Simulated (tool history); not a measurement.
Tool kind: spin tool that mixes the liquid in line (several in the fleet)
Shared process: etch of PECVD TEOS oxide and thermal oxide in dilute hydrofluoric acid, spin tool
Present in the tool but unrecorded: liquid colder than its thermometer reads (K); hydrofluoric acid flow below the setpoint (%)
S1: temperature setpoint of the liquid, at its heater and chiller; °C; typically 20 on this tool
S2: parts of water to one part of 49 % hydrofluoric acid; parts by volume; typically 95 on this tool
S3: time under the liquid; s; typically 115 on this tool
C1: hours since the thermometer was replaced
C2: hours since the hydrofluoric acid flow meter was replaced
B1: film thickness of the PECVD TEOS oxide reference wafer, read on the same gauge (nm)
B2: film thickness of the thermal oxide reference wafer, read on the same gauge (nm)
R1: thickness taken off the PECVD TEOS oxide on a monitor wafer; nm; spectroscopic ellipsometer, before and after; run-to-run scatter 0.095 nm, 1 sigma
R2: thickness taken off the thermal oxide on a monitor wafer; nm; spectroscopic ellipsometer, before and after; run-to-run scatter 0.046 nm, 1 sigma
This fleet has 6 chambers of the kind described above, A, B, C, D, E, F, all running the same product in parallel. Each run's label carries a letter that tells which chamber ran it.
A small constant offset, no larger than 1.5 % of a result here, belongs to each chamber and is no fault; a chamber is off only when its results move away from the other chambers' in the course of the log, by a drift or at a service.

run 1A hour=13.1 | S1=20 S2=95 S3=115 | C1=1757.4 C2=172.8 | B1=39.979 B2=60.025 | R1=21.113 R2=5.2011
run 2F hour=23.9 | S1=20 S2=95 S3=115 | C1=1442.5 C2=1954.6 | B1=40.02 B2=60.051 | R1=21.17 R2=5.105
run 3C hour=29.7 | S1=20 S2=95 S3=115 | C1=853.3 C2=596.6 | B1=39.977 B2=60.053 | R1=20.798 R2=5.179
run 4B hour=36 | S1=20 S2=95 S3=115 | C1=830.3 C2=2150.8 | B1=39.991 B2=59.976 | R1=21.137 R2=5.1398
run 5E hour=43.7 | S1=20 S2=95 S3=115 | C1=753.5 C2=329 | B1=40.012 B2=60.015 | R1=21.084 R2=5.1492
run 6D hour=54.2 | S1=20 S2=135 S3=140 | C1=1661.5 C2=1627.6 | B1=40.014 B2=59.998 | R1=17.272 R2=4.1917
-- hour=61.6 chamber A: thermometer replaced
run 7D hour=63 | S1=20 S2=135 S3=140 | C1=1670.3 C2=1636.4 | B1=39.974 B2=60.012 | R1=17.153 R2=4.2275
run 8F hour=70.2 | S1=20 S2=135 S3=140 | C1=1488.8 C2=2000.9 | B1=39.982 B2=59.994 | R1=17.239 R2=4.2878
run 9A hour=82.8 | S1=20 S2=135 S3=140 | C1=21.2 C2=242.5 | B1=39.983 B2=60.028 | R1=17.208 R2=4.1434
-- hour=91.1 chamber F: hydrofluoric acid flow meter replaced
run 10C hour=95 | S1=20 S2=135 S3=140 | C1=918.6 C2=661.9 | B1=40 B2=60.065 | R1=17.197 R2=4.1972
run 11B hour=107.5 | S1=20 S2=135 S3=140 | C1=901.8 C2=2222.3 | B1=40.03 B2=59.949 | R1=17.371 R2=4.1416
run 12E hour=117.8 | S1=20 S2=95 S3=115 | C1=827.6 C2=403.1 | B1=40.003 B2=59.959 | R1=21.15 R2=5.0954
run 13A hour=126.5 | S1=20 S2=95 S3=115 | C1=64.9 C2=286.2 | B1=39.979 B2=60.019 | R1=21.179 R2=5.1663
run 14B hour=135.5 | S1=20 S2=95 S3=115 | C1=929.8 C2=2250.3 | B1=39.999 B2=60.03 | R1=21.276 R2=5.0344
run 15C hour=146.5 | S1=20 S2=95 S3=115 | C1=970.1 C2=713.4 | B1=39.961 B2=60.021 | R1=20.933 R2=5.1273
run 16E hour=155.3 | S1=20 S2=95 S3=115 | C1=865.1 C2=440.6 | B1=39.99 B2=59.989 | R1=21.149 R2=5.0338
-- hour=160.8 chamber C: thermometer replaced
run 17F hour=164.9 | S1=20 S2=95 S3=115 | C1=1583.5 C2=73.8 | B1=40.018 B2=59.99 | R1=21.022 R2=5.1592
run 18D hour=172.9 | S1=20 S2=95 S3=115 | C1=1780.2 C2=1746.3 | B1=39.984 B2=59.984 | R1=21.02 R2=5.1639
run 19C hour=185.1 | S1=22.5 S2=125 S3=115 | C1=24.4 C2=752 | B1=40.005 B2=59.978 | R1=17.007 R2=4.1959
run 20E hour=193.5 | S1=22.5 S2=125 S3=115 | C1=903.3 C2=478.8 | B1=40.016 B2=59.993 | R1=17.025 R2=4.1029
run 21F hour=202 | S1=22.5 S2=125 S3=115 | C1=1620.6 C2=110.9 | B1=40.011 B2=59.964 | R1=17.138 R2=4.1639
run 22B hour=213.8 | S1=22.5 S2=125 S3=115 | C1=1008.1 C2=2328.6 | B1=39.975 B2=60.025 | R1=17.231 R2=4.1354
-- hour=217.4 chamber D: thermometer replaced
run 23A hour=226.1 | S1=22.5 S2=125 S3=115 | C1=164.5 C2=385.8 | B1=39.97 B2=60.03 | R1=17.073 R2=4.1116
run 24D hour=235.7 | S1=22.5 S2=125 S3=115 | C1=18.4 C2=1809.1 | B1=39.993 B2=59.969 | R1=17.077 R2=4.2873
run 25E hour=245.8 | S1=20 S2=95 S3=115 | C1=955.6 C2=531.1 | B1=40.015 B2=60.029 | R1=21.214 R2=5.0843
run 26C hour=254.6 | S1=20 S2=95 S3=115 | C1=93.9 C2=821.5 | B1=39.997 B2=60.013 | R1=20.809 R2=5.223
run 27A hour=262.4 | S1=20 S2=95 S3=115 | C1=200.8 C2=422.1 | B1=39.978 B2=60.002 | R1=21.062 R2=5.1501
run 28D hour=274.6 | S1=20 S2=95 S3=115 | C1=57.3 C2=1848 | B1=39.985 B2=59.974 | R1=21.037 R2=5.1754
-- hour=280.8 chamber B: hydrofluoric acid flow meter replaced
run 29B hour=287.2 | S1=20 S2=95 S3=115 | C1=1081.5 C2=6.5 | B1=39.977 B2=60.063 | R1=21.263 R2=5.0699
run 30F hour=296.1 | S1=20 S2=95 S3=115 | C1=1714.7 C2=205 | B1=40.002 B2=60.04 | R1=21.053 R2=5.135
run 31E hour=309.2 | S1=20 S2=95 S3=115 | C1=1019 C2=594.5 | B1=40.002 B2=59.985 | R1=21.222 R2=5.1302
run 32C hour=317 | S1=20 S2=95 S3=115 | C1=156.3 C2=883.9 | B1=40.019 B2=59.994 | R1=21.094 R2=5.1345
run 33F hour=325.1 | S1=20 S2=95 S3=115 | C1=1743.7 C2=234 | B1=39.99 B2=60.007 | R1=21.008 R2=5.182
run 34A hour=331 | S1=20 S2=95 S3=115 | C1=269.4 C2=490.7 | B1=40.018 B2=60.039 | R1=21.135 R2=5.1237
run 35B hour=336.7 | S1=20 S2=95 S3=115 | C1=1131 C2=56 | B1=40.019 B2=59.96 | R1=21.269 R2=5.105
run 36D hour=345.2 | S1=20 S2=95 S3=115 | C1=127.9 C2=1918.6 | B1=39.992 B2=59.987 | R1=21.083 R2=5.1591
run 37F hour=354.3 | S1=20 S2=95 S3=150 | C1=1772.9 C2=263.2 | B1=40.017 B2=59.978 | R1=27.456 R2=6.6481
run 38E hour=366.4 | S1=20 S2=95 S3=150 | C1=1076.2 C2=651.7 | B1=39.956 B2=59.975 | R1=27.533 R2=6.5805
run 39A hour=376.9 | S1=20 S2=95 S3=150 | C1=315.3 C2=536.6 | B1=40.006 B2=59.989 | R1=27.517 R2=6.6968
run 40C hour=385.4 | S1=20 S2=95 S3=150 | C1=224.7 C2=952.3 | B1=40.001 B2=59.983 | R1=27.137 R2=6.7979
run 41D hour=393 | S1=20 S2=95 S3=150 | C1=175.7 C2=1966.4 | B1=40.015 B2=60.003 | R1=27.663 R2=6.7172

All chambers now run identical settings, listed one chamber a line with results as question marks. What results will each chamber show?
run 42A hour=402.4 | S1=20 S2=95 S3=175 | R1=? R2=?
run 42B hour=402.4 | S1=20 S2=95 S3=175 | R1=? R2=?
run 42C hour=402.4 | S1=20 S2=95 S3=175 | R1=? R2=?
run 42D hour=402.4 | S1=20 S2=95 S3=175 | R1=? R2=?
run 42E hour=402.4 | S1=20 S2=95 S3=175 | R1=? R2=?
run 42F hour=402.4 | S1=20 S2=95 S3=175 | R1=? R2=?

run=42A R1=32.247 R2=7.8807
run=42B R1=32.488 R2=7.6938
run=42C R1=31.699 R2=7.898
run=42D R1=31.942 R2=7.8852
run=42E R1=32.133 R2=7.7405
run=42F R1=31.929 R2=7.7979
